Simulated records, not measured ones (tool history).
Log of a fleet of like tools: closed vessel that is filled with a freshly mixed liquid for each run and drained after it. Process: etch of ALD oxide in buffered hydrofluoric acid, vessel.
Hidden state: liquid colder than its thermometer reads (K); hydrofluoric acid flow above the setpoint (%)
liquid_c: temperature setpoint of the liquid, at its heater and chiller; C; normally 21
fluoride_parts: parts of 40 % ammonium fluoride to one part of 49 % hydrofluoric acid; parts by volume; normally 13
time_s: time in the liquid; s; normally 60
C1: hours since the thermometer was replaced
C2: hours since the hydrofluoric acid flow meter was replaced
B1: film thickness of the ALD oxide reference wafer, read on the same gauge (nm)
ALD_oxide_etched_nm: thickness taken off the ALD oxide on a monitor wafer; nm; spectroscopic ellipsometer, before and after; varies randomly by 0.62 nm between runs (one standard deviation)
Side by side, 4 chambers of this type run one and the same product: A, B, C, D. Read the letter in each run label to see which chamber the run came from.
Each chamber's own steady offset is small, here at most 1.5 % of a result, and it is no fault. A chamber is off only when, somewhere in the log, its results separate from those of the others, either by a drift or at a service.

{"run": "1A", "day": 0.433, "liquid_c": 21, "fluoride_parts": 13, "time_s": 60, "C1": 815.9, "C2": 271.6, "B1": 60.009, "ALD_oxide_etched_nm": 73.222}
{"run": "2B", "day": 0.788, "liquid_c": 21, "fluoride_parts": 13, "time_s": 60, "C1": 549.5, "C2": 769, "B1": 59.994, "ALD_oxide_etched_nm": 72.832}
{"run": "3C", "day": 1.029, "liquid_c": 21, "fluoride_parts": 13, "time_s": 60, "C1": 936.3, "C2": 40.5, "B1": 60.022, "ALD_oxide_etched_nm": 71.5}
{"run": "4D", "day": 1.279, "liquid_c": 21, "fluoride_parts": 13, "time_s": 60, "C1": 822.2, "C2": 463.1, "B1": 60.002, "ALD_oxide_etched_nm": 72.523}
{"run": "5A", "day": 1.562, "liquid_c": 21, "fluoride_parts": 13, "time_s": 60, "C1": 843, "C2": 298.7, "B1": 59.978, "ALD_oxide_etched_nm": 72.776}
{"run": "6D", "day": 1.896, "liquid_c": 21, "fluoride_parts": 13, "time_s": 60, "C1": 837, "C2": 477.9, "B1": 59.979, "ALD_oxide_etched_nm": 72.815}
{"run": "7C", "day": 2.146, "liquid_c": 21, "fluoride_parts": 13, "time_s": 60, "C1": 963.1, "C2": 67.3, "B1": 60.01, "ALD_oxide_etched_nm": 70.913}
{"run": "8B", "day": 2.558, "liquid_c": 21, "fluoride_parts": 13, "time_s": 60, "C1": 592, "C2": 811.5, "B1": 59.999, "ALD_oxide_etched_nm": 72.194}
{"run": "9A", "day": 2.762, "liquid_c": 21, "fluoride_parts": 13, "time_s": 60, "C1": 871.8, "C2": 327.5, "B1": 59.998, "ALD_oxide_etched_nm": 72.577}
{"run": "10C", "day": 3.096, "liquid_c": 19, "fluoride_parts": 11.5, "time_s": 60, "C1": 985.9, "C2": 90.1, "B1": 60.034, "ALD_oxide_etched_nm": 70.909}
{"run": "11B", "day": 3.383, "liquid_c": 19, "fluoride_parts": 11.5, "time_s": 60, "C1": 611.8, "C2": 831.3, "B1": 60.01, "ALD_oxide_etched_nm": 72.587}
{"day": 3.504, "done": "chamber D: hydrofluoric acid flow meter replaced"}
{"run": "12D", "day": 3.588, "liquid_c": 19, "fluoride_parts": 11.5, "time_s": 60, "C1": 877.6, "C2": 2, "B1": 60, "ALD_oxide_etched_nm": 72.331}
{"run": "13C", "day": 3.871, "liquid_c": 19, "fluoride_parts": 11.5, "time_s": 60, "C1": 1004.5, "C2": 108.7, "B1": 60, "ALD_oxide_etched_nm": 71.565}
{"run": "14D", "day": 4.112, "liquid_c": 21, "fluoride_parts": 10.5, "time_s": 40, "C1": 890.2, "C2": 14.6, "B1": 59.995, "ALD_oxide_etched_nm": 59.552}
{"run": "15B", "day": 4.462, "liquid_c": 21, "fluoride_parts": 10.5, "time_s": 40, "C1": 637.7, "C2": 857.2, "B1": 60.001, "ALD_oxide_etched_nm": 60.769}
{"run": "16A", "day": 4.738, "liquid_c": 21, "fluoride_parts": 10.5, "time_s": 40, "C1": 919.2, "C2": 374.9, "B1": 60.023, "ALD_oxide_etched_nm": 59.911}
{"run": "17C", "day": 5.15, "liquid_c": 21, "fluoride_parts": 10.5, "time_s": 40, "C1": 1035.2, "C2": 139.4, "B1": 59.974, "ALD_oxide_etched_nm": 58.475}
{"run": "18D", "day": 5.4, "liquid_c": 21, "fluoride_parts": 13, "time_s": 60, "C1": 921.1, "C2": 45.5, "B1": 60.006, "ALD_oxide_etched_nm": 71.491}
{"run": "19A", "day": 5.758, "liquid_c": 21, "fluoride_parts": 13, "time_s": 60, "C1": 943.7, "C2": 399.4, "B1": 59.989, "ALD_oxide_etched_nm": 73.109}
{"run": "20B", "day": 5.954, "liquid_c": 21, "fluoride_parts": 13, "time_s": 60, "C1": 673.5, "C2": 893, "B1": 59.995, "ALD_oxide_etched_nm": 74.761}
{"run": "21D", "day": 6.225, "liquid_c": 21, "fluoride_parts": 13, "time_s": 60, "C1": 940.9, "C2": 65.3, "B1": 59.985, "ALD_oxide_etched_nm": 71.838}
{"run": "22B", "day": 6.483, "liquid_c": 21, "fluoride_parts": 13, "time_s": 60, "C1": 686.2, "C2": 905.7, "B1": 60.014, "ALD_oxide_etched_nm": 76.961}
{"run": "23A", "day": 6.704, "liquid_c": 21, "fluoride_parts": 13, "time_s": 60, "C1": 966.4, "C2": 422.1, "B1": 60.009, "ALD_oxide_etched_nm": 72.965}
{"run": "24C", "day": 7.058, "liquid_c": 21, "fluoride_parts": 13, "time_s": 60, "C1": 1081, "C2": 185.2, "B1": 59.993, "ALD_oxide_etched_nm": 70.351}
{"run": "25A", "day": 7.308, "liquid_c": 21, "fluoride_parts": 13, "time_s": 60, "C1": 980.9, "C2": 436.6, "B1": 60.009, "ALD_oxide_etched_nm": 72.964}
{"run": "26D", "day": 7.625, "liquid_c": 21, "fluoride_parts": 13, "time_s": 60, "C1": 974.5, "C2": 98.9, "B1": 60.003, "ALD_oxide_etched_nm": 73.445}

Next, all 4 chambers run the settings below, one line each with question marks for the results. What does each chamber give?
{"run": "27A", "day": 7.938, "liquid_c": 17, "fluoride_parts": 13, "time_s": 60, "ALD_oxide_etched_nm": "?"}
{"run": "27B", "day": 7.938, "liquid_c": 17, "fluoride_parts": 13, "time_s": 60, "ALD_oxide_etched_nm": "?"}
{"run": "27C", "day": 7.938, "liquid_c": 17, "fluoride_parts": 13, "time_s": 60, "ALD_oxide_etched_nm": "?"}
{"run": "27D", "day": 7.938, "liquid_c": 17, "fluoride_parts": 13, "time_s": 60, "ALD_oxide_etched_nm": "?"}

run=27A ALD_oxide_etched_nm=59.251
run=27B ALD_oxide_etched_nm=63.385
run=27C ALD_oxide_etched_nm=56.444
run=27D ALD_oxide_etched_nm=57.725

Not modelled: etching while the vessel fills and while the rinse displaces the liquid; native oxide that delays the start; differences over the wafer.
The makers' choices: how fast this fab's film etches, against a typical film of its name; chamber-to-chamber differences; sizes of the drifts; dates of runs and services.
